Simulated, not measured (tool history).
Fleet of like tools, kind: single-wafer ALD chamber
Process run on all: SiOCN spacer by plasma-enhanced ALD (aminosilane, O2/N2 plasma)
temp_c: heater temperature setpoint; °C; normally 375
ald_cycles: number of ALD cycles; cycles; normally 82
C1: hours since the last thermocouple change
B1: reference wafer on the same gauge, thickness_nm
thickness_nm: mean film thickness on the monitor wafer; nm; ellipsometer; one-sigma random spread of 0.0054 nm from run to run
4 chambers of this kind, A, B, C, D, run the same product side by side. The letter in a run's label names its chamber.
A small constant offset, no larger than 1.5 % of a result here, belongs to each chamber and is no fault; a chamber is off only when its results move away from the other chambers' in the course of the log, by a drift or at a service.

{"run": "1B", "hour": 7.0, "temp_c": 375, "ald_cycles": 82, "C1": 1374.5, "B1": 5.42, "thickness_nm": 4.982}
{"run": "2C", "hour": 12.4, "temp_c": 375, "ald_cycles": 82, "C1": 997.6, "B1": 5.4207, "thickness_nm": 4.9718}
{"run": "3D", "hour": 19.8, "temp_c": 375, "ald_cycles": 82, "C1": 489.1, "B1": 5.4206, "thickness_nm": 4.9735}
{"run": "4A", "hour": 27.6, "temp_c": 375, "ald_cycles": 82, "C1": 268.5, "B1": 5.4214, "thickness_nm": 5.0057}
{"run": "5C", "hour": 34.2, "temp_c": 375, "ald_cycles": 82, "C1": 1019.4, "B1": 5.4248, "thickness_nm": 4.9892}
{"run": "6B", "hour": 43.0, "temp_c": 375, "ald_cycles": 82, "C1": 1410.5, "B1": 5.4237, "thickness_nm": 4.981}
{"run": "7A", "hour": 47.9, "temp_c": 367, "ald_cycles": 82, "C1": 288.8, "B1": 5.4225, "thickness_nm": 5.0159}
{"run": "8D", "hour": 52.8, "temp_c": 367, "ald_cycles": 82, "C1": 522.1, "B1": 5.4245, "thickness_nm": 4.9846}
{"run": "9A", "hour": 60.3, "temp_c": 367, "ald_cycles": 82, "C1": 301.2, "B1": 5.4259, "thickness_nm": 5.005}
{"run": "10C", "hour": 65.8, "temp_c": 367, "ald_cycles": 82, "C1": 1051, "B1": 5.4264, "thickness_nm": 4.9863}
{"run": "11B", "hour": 74.6, "temp_c": 375, "ald_cycles": 82, "C1": 1442.1, "B1": 5.4266, "thickness_nm": 4.9825}
{"run": "12D", "hour": 81.9, "temp_c": 375, "ald_cycles": 82, "C1": 551.2, "B1": 5.4274, "thickness_nm": 4.9714}
{"run": "13D", "hour": 89.1, "temp_c": 375, "ald_cycles": 82, "C1": 558.4, "B1": 5.4276, "thickness_nm": 4.9952}
{"run": "14A", "hour": 98.0, "temp_c": 375, "ald_cycles": 82, "C1": 338.9, "B1": 5.4283, "thickness_nm": 5.0116}
{"run": "15B", "hour": 104.7, "temp_c": 375, "ald_cycles": 82, "C1": 1472.2, "B1": 5.43, "thickness_nm": 4.9896}
{"run": "16C", "hour": 111.0, "temp_c": 375, "ald_cycles": 87, "C1": 1096.2, "B1": 5.4298, "thickness_nm": 5.2916}
{"run": "17B", "hour": 117.9, "temp_c": 375, "ald_cycles": 87, "C1": 1485.4, "B1": 5.4307, "thickness_nm": 5.2949}
{"run": "18A", "hour": 125.5, "temp_c": 375, "ald_cycles": 87, "C1": 366.4, "B1": 5.4318, "thickness_nm": 5.3177}
{"run": "19C", "hour": 133.0, "temp_c": 375, "ald_cycles": 87, "C1": 1118.2, "B1": 5.4322, "thickness_nm": 5.2958}
{"run": "20D", "hour": 137.2, "temp_c": 375, "ald_cycles": 82, "C1": 606.5, "B1": 5.4314, "thickness_nm": 4.9878}
{"run": "21C", "hour": 142.9, "temp_c": 388, "ald_cycles": 82, "C1": 1128.1, "B1": 5.4324, "thickness_nm": 4.9862}
{"hour": 144.1, "done": "chamber B: thermocouple changed; heater temperature recalibrated"}
{"run": "22B", "hour": 147.8, "temp_c": 388, "ald_cycles": 82, "C1": 3.7, "B1": 5.4329, "thickness_nm": 4.9864}
{"run": "23A", "hour": 152.3, "temp_c": 388, "ald_cycles": 82, "C1": 393.2, "B1": 5.4338, "thickness_nm": 5.0223}
{"run": "24D", "hour": 157.3, "temp_c": 388, "ald_cycles": 82, "C1": 626.6, "B1": 5.4348, "thickness_nm": 4.9854}
{"run": "25A", "hour": 162.3, "temp_c": 384, "ald_cycles": 82, "C1": 403.2, "B1": 5.4336, "thickness_nm": 5.014}
{"run": "26B", "hour": 168.4, "temp_c": 384, "ald_cycles": 82, "C1": 24.3, "B1": 5.436, "thickness_nm": 4.98}
{"run": "27D", "hour": 177.3, "temp_c": 384, "ald_cycles": 82, "C1": 646.6, "B1": 5.4364, "thickness_nm": 4.9916}
{"run": "28C", "hour": 183.5, "temp_c": 384, "ald_cycles": 82, "C1": 1168.7, "B1": 5.4358, "thickness_nm": 5.0022}
{"run": "29A", "hour": 188.3, "temp_c": 385, "ald_cycles": 93, "C1": 429.2, "B1": 5.4355, "thickness_nm": 5.6955}
{"run": "30D", "hour": 194.3, "temp_c": 385, "ald_cycles": 93, "C1": 663.6, "B1": 5.4376, "thickness_nm": 5.6643}
{"run": "31C", "hour": 200.2, "temp_c": 385, "ald_cycles": 93, "C1": 1185.4, "B1": 5.4359, "thickness_nm": 5.668}
{"run": "32B", "hour": 207.2, "temp_c": 385, "ald_cycles": 93, "C1": 63.1, "B1": 5.44, "thickness_nm": 5.6731}
{"run": "33B", "hour": 211.6, "temp_c": 375, "ald_cycles": 82, "C1": 67.5, "B1": 5.4407, "thickness_nm": 5.0025}
{"run": "34A", "hour": 217.5, "temp_c": 375, "ald_cycles": 82, "C1": 458.4, "B1": 5.4389, "thickness_nm": 5.0234}
{"run": "35D", "hour": 222.3, "temp_c": 375, "ald_cycles": 82, "C1": 691.6, "B1": 5.4396, "thickness_nm": 4.9952}
{"run": "36C", "hour": 227.5, "temp_c": 375, "ald_cycles": 82, "C1": 1212.7, "B1": 5.4418, "thickness_nm": 5}
{"run": "37C", "hour": 234.7, "temp_c": 375, "ald_cycles": 82, "C1": 1219.9, "B1": 5.4416, "thickness_nm": 4.9947}
{"run": "38A", "hour": 241.1, "temp_c": 375, "ald_cycles": 82, "C1": 482, "B1": 5.4411, "thickness_nm": 5.0158}
{"run": "39B", "hour": 247.6, "temp_c": 375, "ald_cycles": 82, "C1": 103.5, "B1": 5.4419, "thickness_nm": 4.9967}
{"run": "40D", "hour": 252.9, "temp_c": 375, "ald_cycles": 82, "C1": 722.2, "B1": 5.4426, "thickness_nm": 5.0021}
{"run": "41D", "hour": 261.4, "temp_c": 375, "ald_cycles": 82, "C1": 730.7, "B1": 5.4454, "thickness_nm": 4.9956}

Has any chamber moved away from the others, gradually or after a service, or does the common gauge drift, or do the chambers differ only by their own small steady offsets? State the chamber and the most likely cause if one applies.

No chamber is off; the gauge reading every chamber's wafers drifts, which makes the whole fleet appear to move together.
Most likely cause: gauge reads high (%) = 0.451.
